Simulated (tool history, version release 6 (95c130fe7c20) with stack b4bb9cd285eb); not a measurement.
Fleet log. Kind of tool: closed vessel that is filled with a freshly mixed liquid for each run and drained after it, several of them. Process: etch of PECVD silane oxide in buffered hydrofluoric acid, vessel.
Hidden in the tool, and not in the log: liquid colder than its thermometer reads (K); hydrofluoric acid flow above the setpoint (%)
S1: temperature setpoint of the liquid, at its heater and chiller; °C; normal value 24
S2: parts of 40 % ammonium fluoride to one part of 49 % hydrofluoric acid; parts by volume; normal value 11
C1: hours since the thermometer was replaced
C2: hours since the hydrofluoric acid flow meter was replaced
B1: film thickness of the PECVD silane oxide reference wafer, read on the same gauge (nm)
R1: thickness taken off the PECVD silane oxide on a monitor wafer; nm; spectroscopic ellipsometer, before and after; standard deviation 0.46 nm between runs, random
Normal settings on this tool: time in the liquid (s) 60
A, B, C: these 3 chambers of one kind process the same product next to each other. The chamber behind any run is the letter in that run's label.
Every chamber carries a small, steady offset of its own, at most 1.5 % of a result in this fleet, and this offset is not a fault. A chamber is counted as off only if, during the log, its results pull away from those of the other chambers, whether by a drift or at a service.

{"run": "1C", "hour": 4.0, "S1": 24, "S2": 11, "time in the liquid (s)": 60, "C1": 556.3, "C2": 671.4, "B1": 150.02, "R1": 83.873}
{"run": "2A", "hour": 9.7, "S1": 24, "S2": 11, "time in the liquid (s)": 60, "C1": 587.7, "C2": 1735.3, "B1": 150.02, "R1": 82.206}
{"run": "3B", "hour": 13.3, "S1": 24, "S2": 11, "time in the liquid (s)": 60, "C1": 1018.2, "C2": 1081.4, "B1": 149.99, "R1": 84.831}
{"run": "4A", "hour": 19.0, "S1": 24, "S2": 11, "time in the liquid (s)": 60, "C1": 597, "C2": 1744.6, "B1": 150, "R1": 83.193}
{"run": "5B", "hour": 24.3, "S1": 24, "S2": 13.5, "time in the liquid (s)": 60, "C1": 1029.2, "C2": 1092.4, "B1": 149.99, "R1": 69.603}
{"run": "6C", "hour": 29.0, "S1": 24, "S2": 13.5, "time in the liquid (s)": 60, "C1": 581.3, "C2": 696.4, "B1": 149.98, "R1": 68.304}
{"run": "7B", "hour": 33.9, "S1": 24, "S2": 13.5, "time in the liquid (s)": 60, "C1": 1038.8, "C2": 1102, "B1": 150.01, "R1": 70.233}
{"run": "8A", "hour": 38.2, "S1": 24, "S2": 11, "time in the liquid (s)": 60, "C1": 616.2, "C2": 1763.8, "B1": 150, "R1": 82.942}
{"hour": 40.8, "done": "chamber B: thermometer replaced"}
{"run": "9C", "hour": 44.0, "S1": 24, "S2": 11, "time in the liquid (s)": 60, "C1": 596.3, "C2": 711.4, "B1": 150, "R1": 84.393}
{"run": "10B", "hour": 47.3, "S1": 24, "S2": 11, "time in the liquid (s)": 60, "C1": 6.5, "C2": 1115.4, "B1": 149.98, "R1": 85.492}
{"hour": 48.4, "done": "chamber A: thermometer replaced"}
{"run": "11C", "hour": 52.6, "S1": 24, "S2": 11, "time in the liquid (s)": 60, "C1": 604.9, "C2": 720, "B1": 150.01, "R1": 84.296}
{"run": "12A", "hour": 56.4, "S1": 24, "S2": 11, "time in the liquid (s)": 60, "C1": 8, "C2": 1782, "B1": 150.02, "R1": 82.975}
{"run": "13A", "hour": 60.1, "S1": 24, "S2": 11, "time in the liquid (s)": 60, "C1": 11.7, "C2": 1785.7, "B1": 149.98, "R1": 82.544}
{"run": "14C", "hour": 64.6, "S1": 24, "S2": 11, "time in the liquid (s)": 60, "C1": 616.9, "C2": 732, "B1": 150.01, "R1": 84.432}
{"run": "15B", "hour": 68.0, "S1": 24, "S2": 11, "time in the liquid (s)": 60, "C1": 27.2, "C2": 1136.1, "B1": 149.99, "R1": 85.783}
{"run": "16A", "hour": 74.4, "S1": 24, "S2": 11, "time in the liquid (s)": 60, "C1": 26, "C2": 1800, "B1": 149.99, "R1": 82.807}
{"run": "17B", "hour": 81.0, "S1": 24, "S2": 11, "time in the liquid (s)": 60, "C1": 40.2, "C2": 1149.1, "B1": 150, "R1": 85.522}
{"run": "18C", "hour": 88.2, "S1": 21.5, "S2": 11, "time in the liquid (s)": 60, "C1": 640.5, "C2": 755.6, "B1": 150, "R1": 73.837}
{"run": "19B", "hour": 92.6, "S1": 21.5, "S2": 11, "time in the liquid (s)": 60, "C1": 51.8, "C2": 1160.7, "B1": 149.96, "R1": 75.175}
{"run": "20C", "hour": 97.9, "S1": 21.5, "S2": 11, "time in the liquid (s)": 60, "C1": 650.2, "C2": 765.3, "B1": 150, "R1": 72.746}
{"run": "21A", "hour": 103.1, "S1": 24, "S2": 11, "time in the liquid (s)": 60, "C1": 54.7, "C2": 1828.7, "B1": 150, "R1": 82.922}
{"run": "22A", "hour": 107.8, "S1": 24, "S2": 11, "time in the liquid (s)": 60, "C1": 59.4, "C2": 1833.4, "B1": 149.97, "R1": 82.749}
{"run": "23C", "hour": 113.1, "S1": 24, "S2": 11, "time in the liquid (s)": 60, "C1": 665.4, "C2": 780.5, "B1": 150.03, "R1": 83.914}
{"run": "24B", "hour": 118.5, "S1": 24, "S2": 11, "time in the liquid (s)": 60, "C1": 77.7, "C2": 1186.6, "B1": 149.97, "R1": 86.611}
{"run": "25B", "hour": 123.3, "S1": 24, "S2": 11, "time in the liquid (s)": 60, "C1": 82.5, "C2": 1191.4, "B1": 149.98, "R1": 86.805}

Read the log: is a single chamber off, either drifting away or since a service, is the gauge that measures every chamber drifting, or is nothing wrong beyond small per-chamber offsets? Name any odd chamber and what most likely caused it.

It is chamber B that slowly wanders off from its peers.
Cause: hydrofluoric acid flow above the setpoint (%) = 3.33.

Chamber B could run next with any of the 4 candidate recipes listed below; each alters the usual settings, and their results appear as question marks. Which one brings its results back in line with what the other chambers deliver on the usual settings?
A result is in line if it is within this distance of the other chambers' mean on the usual settings: R1 1.6 nm
{"run": "26B-1", "hour": 128.5, "S1": 24, "S2": 11, "time in the liquid (s)": 55, "R1": "?"}
{"run": "26B-2", "hour": 128.5, "S1": 25.5, "S2": 11, "time in the liquid (s)": 60, "R1": "?"}
{"run": "26B-3", "hour": 128.5, "S1": 24, "S2": 11.5, "time in the liquid (s)": 60, "R1": "?"}
{"run": "26B-4", "hour": 128.5, "S1": 24, "S2": 10.5, "time in the liquid (s)": 60, "R1": "?"}

On the usual settings, the other chambers give on average: R1 83.333 nm
run=26B-1 R1=79.837
run=26B-2 R1=94.582
run=26B-3 R1=83.445
run=26B-4 R1=91.077
The answer is 26B-3, which returns the chamber to within the allowed miss of the others.

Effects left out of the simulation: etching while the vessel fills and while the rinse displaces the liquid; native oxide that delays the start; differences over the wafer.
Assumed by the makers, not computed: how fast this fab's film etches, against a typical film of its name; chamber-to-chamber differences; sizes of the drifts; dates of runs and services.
